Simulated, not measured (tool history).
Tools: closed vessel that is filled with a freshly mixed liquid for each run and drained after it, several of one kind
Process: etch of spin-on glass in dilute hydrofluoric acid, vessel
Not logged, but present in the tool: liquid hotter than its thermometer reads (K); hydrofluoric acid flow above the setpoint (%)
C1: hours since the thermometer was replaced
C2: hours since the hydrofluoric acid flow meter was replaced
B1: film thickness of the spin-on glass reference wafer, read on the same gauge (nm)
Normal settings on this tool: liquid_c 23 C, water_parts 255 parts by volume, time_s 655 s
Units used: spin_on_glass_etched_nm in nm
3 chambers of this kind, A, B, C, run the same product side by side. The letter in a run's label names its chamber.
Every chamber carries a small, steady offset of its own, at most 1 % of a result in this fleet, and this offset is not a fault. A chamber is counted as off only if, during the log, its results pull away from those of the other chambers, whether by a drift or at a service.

Run 1C, hour 5.8: usual settings; C1 263.1; C2 379.7; B1 109.99. Result: spin_on_glass_etched_nm 53.518 nm.
Run 2A, hour 9.7: usual settings; C1 1088; C2 1692.3; B1 110. Result: spin_on_glass_etched_nm 53.919 nm.
Run 3B, hour 16.7: usual settings; C1 421.6; C2 680.6; B1 110. Result: spin_on_glass_etched_nm 53.664 nm.
Run 4A, hour 21: usual settings; C1 1099.3; C2 1703.6; B1 109.99. Result: spin_on_glass_etched_nm 53.712 nm.
Run 5C, hour 24.6: usual settings; C1 281.9; C2 398.5; B1 110.02. Result: spin_on_glass_etched_nm 53.96 nm.
Run 6B, hour 29.8: usual settings; C1 434.7; C2 693.7; B1 110.04. Result: spin_on_glass_etched_nm 53.295 nm.
Run 7B, hour 35.9: usual settings; C1 440.8; C2 699.8; B1 110.02. Result: spin_on_glass_etched_nm 53.021 nm.
Run 8C, hour 43.1: usual settings; C1 300.4; C2 417; B1 110.04. Result: spin_on_glass_etched_nm 53.689 nm.
Run 9A, hour 51.2: usual settings; C1 1129.5; C2 1733.8; B1 109.98. Result: spin_on_glass_etched_nm 53.701 nm.
Run 10C, hour 58.1: usual settings but liquid_c 25.5 C; C1 315.4; C2 432; B1 110.03. Result: spin_on_glass_etched_nm 58.778 nm.
Run 11B, hour 62.7: usual settings but liquid_c 25.5 C; C1 467.6; C2 726.6; B1 109.99. Result: spin_on_glass_etched_nm 58.91 nm.
Run 12A, hour 69.4: usual settings but liquid_c 25.5 C; C1 1147.7; C2 1752; B1 109.97. Result: spin_on_glass_etched_nm 58.288 nm.
Run 13A, hour 76.5: usual settings; C1 1154.8; C2 1759.1; B1 109.93. Result: spin_on_glass_etched_nm 53.088 nm.
Run 14C, hour 80.6: usual settings; C1 337.9; C2 454.5; B1 109.99. Result: spin_on_glass_etched_nm 53.673 nm.
Run 15B, hour 85.1: usual settings; C1 490; C2 749; B1 109.95. Result: spin_on_glass_etched_nm 52.646 nm.
Run 16A, hour 89.3: usual settings; C1 1167.6; C2 1771.9; B1 110.04. Result: spin_on_glass_etched_nm 53.164 nm.
At hour 92: chamber C: hydrofluoric acid flow meter replaced.
Run 17C, hour 96.7: usual settings; C1 354; C2 4.8; B1 109.98. Result: spin_on_glass_etched_nm 53.78 nm.
Run 18B, hour 104: usual settings; C1 508.9; C2 767.9; B1 109.97. Result: spin_on_glass_etched_nm 53.1 nm.
Run 19A, hour 111.7: usual settings; C1 1190; C2 1794.3; B1 109.97. Result: spin_on_glass_etched_nm 53.614 nm.
Run 20C, hour 116.2: usual settings; C1 373.5; C2 24.3; B1 109.99. Result: spin_on_glass_etched_nm 53.165 nm.
Run 21B, hour 122.9: usual settings; C1 527.8; C2 786.8; B1 109.99. Result: spin_on_glass_etched_nm 53.513 nm.
Run 22C, hour 128.8: usual settings; C1 386.1; C2 36.9; B1 110.01. Result: spin_on_glass_etched_nm 53.344 nm.
Run 23B, hour 134.8: usual settings; C1 539.7; C2 798.7; B1 109.98. Result: spin_on_glass_etched_nm 53.747 nm.
Run 24A, hour 142.7: usual settings; C1 1221; C2 1825.3; B1 109.99. Result: spin_on_glass_etched_nm 53.125 nm.
Run 25A, hour 151: usual settings; C1 1229.3; C2 1833.6; B1 109.98. Result: spin_on_glass_etched_nm 53.804 nm.
Run 26C, hour 159.2: usual settings; C1 416.5; C2 67.3; B1 110. Result: spin_on_glass_etched_nm 53.198 nm.
At hour 160.2: chamber B: thermometer replaced.
Run 27B, hour 163.8: usual settings; C1 3.7; C2 827.7; B1 109.98. Result: spin_on_glass_etched_nm 52.775 nm.

All 3 chambers run these settings next. Forecast each chamber's results:
Run 28A, hour 169.8: usual settings. Result: spin_on_glass_etched_nm ?.
Run 28B, hour 169.8: usual settings. Result: spin_on_glass_etched_nm ?.
Run 28C, hour 169.8: usual settings. Result: spin_on_glass_etched_nm ?.

run  spin_on_glass_etched_nm
28A                   54.052
28B                   53.629
28C                   52.981

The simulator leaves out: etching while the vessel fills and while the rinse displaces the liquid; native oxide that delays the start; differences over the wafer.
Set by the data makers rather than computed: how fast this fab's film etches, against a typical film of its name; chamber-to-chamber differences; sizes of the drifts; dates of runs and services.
